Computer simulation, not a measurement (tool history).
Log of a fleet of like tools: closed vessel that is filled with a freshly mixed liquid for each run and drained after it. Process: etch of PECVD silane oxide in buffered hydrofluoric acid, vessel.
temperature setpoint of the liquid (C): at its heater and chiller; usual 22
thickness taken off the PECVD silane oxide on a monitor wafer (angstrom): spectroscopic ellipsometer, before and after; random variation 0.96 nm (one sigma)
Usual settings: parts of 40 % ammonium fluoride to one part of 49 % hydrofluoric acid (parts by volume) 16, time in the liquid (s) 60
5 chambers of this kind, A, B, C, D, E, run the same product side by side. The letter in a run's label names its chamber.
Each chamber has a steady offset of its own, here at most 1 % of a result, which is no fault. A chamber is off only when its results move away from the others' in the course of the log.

run   hour  temperature setpoint of the liquid (C)  parts of 40 % ammonium fluoride to one part of 49 % hydrofluoric acid (parts by volume)  time in the liquid (s)  read-back film thickness of the PECVD silane oxide reference wafer, read on the same gauge (nm)  thickness taken off the PECVD silane oxide on a monitor wafer (angstrom)
 1A    4.1                                      22                                                                                       16                      60                                                                                           50.018                                                                    1053.2
 2B    8.2                                      22                                                                                       16                      60                                                                                           50.001                                                                    1021.2
 3D     13                                      22                                                                                       16                      60                                                                                           50.008                                                                      1043
 4E   15.4                                      22                                                                                       16                      60                                                                                           50.005                                                                    1027.5
 5C   19.5                                      22                                                                                       16                      60                                                                                           49.991                                                                    1030.9
 6B   23.6                                      22                                                                                       16                      60                                                                                           50.003                                                                    1020.6
 7A   27.8                                      22                                                                                       16                      60                                                                                           49.997                                                                    1027.4
 8C   31.2                                      22                                                                                       16                      60                                                                                            49.98                                                                    1008.6
 9D   33.6                                      22                                                                                       16                      60                                                                                           49.982                                                                    1017.3
10E     37                                      22                                                                                       16                      60                                                                                           50.013                                                                    1055.9
11C   40.3                                      22                                                                                       16                      60                                                                                           49.987                                                                    1002.7
12B   45.5                                      22                                                                                       16                      60                                                                                           49.999                                                                    1020.5
13A   50.6                                      22                                                                                       16                      60                                                                                           50.008                                                                      1053
14D   52.9                                      22                                                                                       16                      60                                                                                           49.995                                                                    1025.8
15E   57.2                                      17                                                                                       14                      60                                                                                           49.989                                                                    893.07
16C   59.6                                      17                                                                                       14                      60                                                                                           50.001                                                                    892.51
17D   62.5                                      17                                                                                       14                      60                                                                                            49.99                                                                    908.14
18E     66                                      17                                                                                       14                      60                                                                                           49.989                                                                       890
      66.5  -- chamber E: hydrofluoric acid flow meter replaced
19A   70.8                                      17                                                                                       14                      60                                                                                           49.992                                                                    906.54
20B   73.7                                      22                                                                                       16                      60                                                                                           49.987                                                                    1028.4
21A   76.9                                      22                                                                                       16                      60                                                                                           49.999                                                                    1034.2
22D   81.4                                      22                                                                                       16                      60                                                                                           49.996                                                                    1061.1
23B   85.3                                      22                                                                                       16                      60                                                                                           49.994                                                                    1048.6
24C   88.4                                      22                                                                                       16                      60                                                                                           49.976                                                                    1031.4
25E   90.7                                      22                                                                                       16                      60                                                                                               50                                                                    1027.4
26C   94.7                                      22                                                                                       16                      60                                                                                           50.009                                                                    1026.7
27A   99.9                                    24.5                                                                                       19                      60                                                                                           50.005                                                                    1016.2
28D  104.5                                    24.5                                                                                       19                      60                                                                                           49.978                                                                    1076.5
29E  107.8                                    24.5                                                                                       19                      60                                                                                           49.977                                                                    1003.8
30B  110.1                                    24.5                                                                                       19                      60                                                                                           50.005                                                                    1012.9
31C  114.1                                    24.5                                                                                       19                      60                                                                                           50.005                                                                    976.28
32D  116.6                                      22                                                                                       16                      60                                                                                           49.988                                                                    1127.9
33E  120.5                                      22                                                                                       16                      60                                                                                           49.987                                                                    1049.2
34B  125.7                                      22                                                                                       16                      60                                                                                            50.04                                                                    1030.9
35A  129.5                                      22                                                                                       16                      60                                                                                           49.985                                                                    1043.9
36A  134.2                                      22                                                                                       16                      60                                                                                           50.005                                                                    1061.9
37B  139.4                                      22                                                                                       16                      60                                                                                               50                                                                      1038
38D  144.4                                      22                                                                                       16                      60                                                                                           50.014                                                                    1139.6

Is one chamber off against the others, does the gauge drift, or is nothing wrong? If a chamber is off, say which, and what the likeliest cause is.

Chamber D drifts away from the others.
Cause: hydrofluoric acid flow above the setpoint (%) = 12.4.
The log may not tell that from: liquid hotter than its thermometer reads (K).

Here are 4 candidates for chamber D's next run, each the usual settings with a change, their results left as question marks. Which one brings its results back in line with what the others give on the usual settings?
In line means no further than this from the other chambers' mean on the usual settings: thickness taken off the PECVD silane oxide on a monitor wafer (angstrom) 34
39D-1  148.1                                      22                                                                                     16.5                      60                                                                                                                                                                          ?
39D-2  148.1                                    21.5                                                                                       16                      55                                                                                                                                                                          ?
39D-3  148.1                                      22                                                                                     15.5                      65                                                                                                                                                                          ?
39D-4  148.1                                      22                                                                                     15.5                      60                                                                                                                                                                          ?

The other chambers' mean on the usual settings: thickness taken off the PECVD silane oxide on a monitor wafer (angstrom) 1035.2
  run  thickness taken off the PECVD silane oxide on a monitor wafer (angstrom)
39D-1                                                                    1123.6
39D-2                                                                    1032.9
39D-3                                                                    1295.2
39D-4                                                                    1195.6
39D-2 brings the chamber back in line.
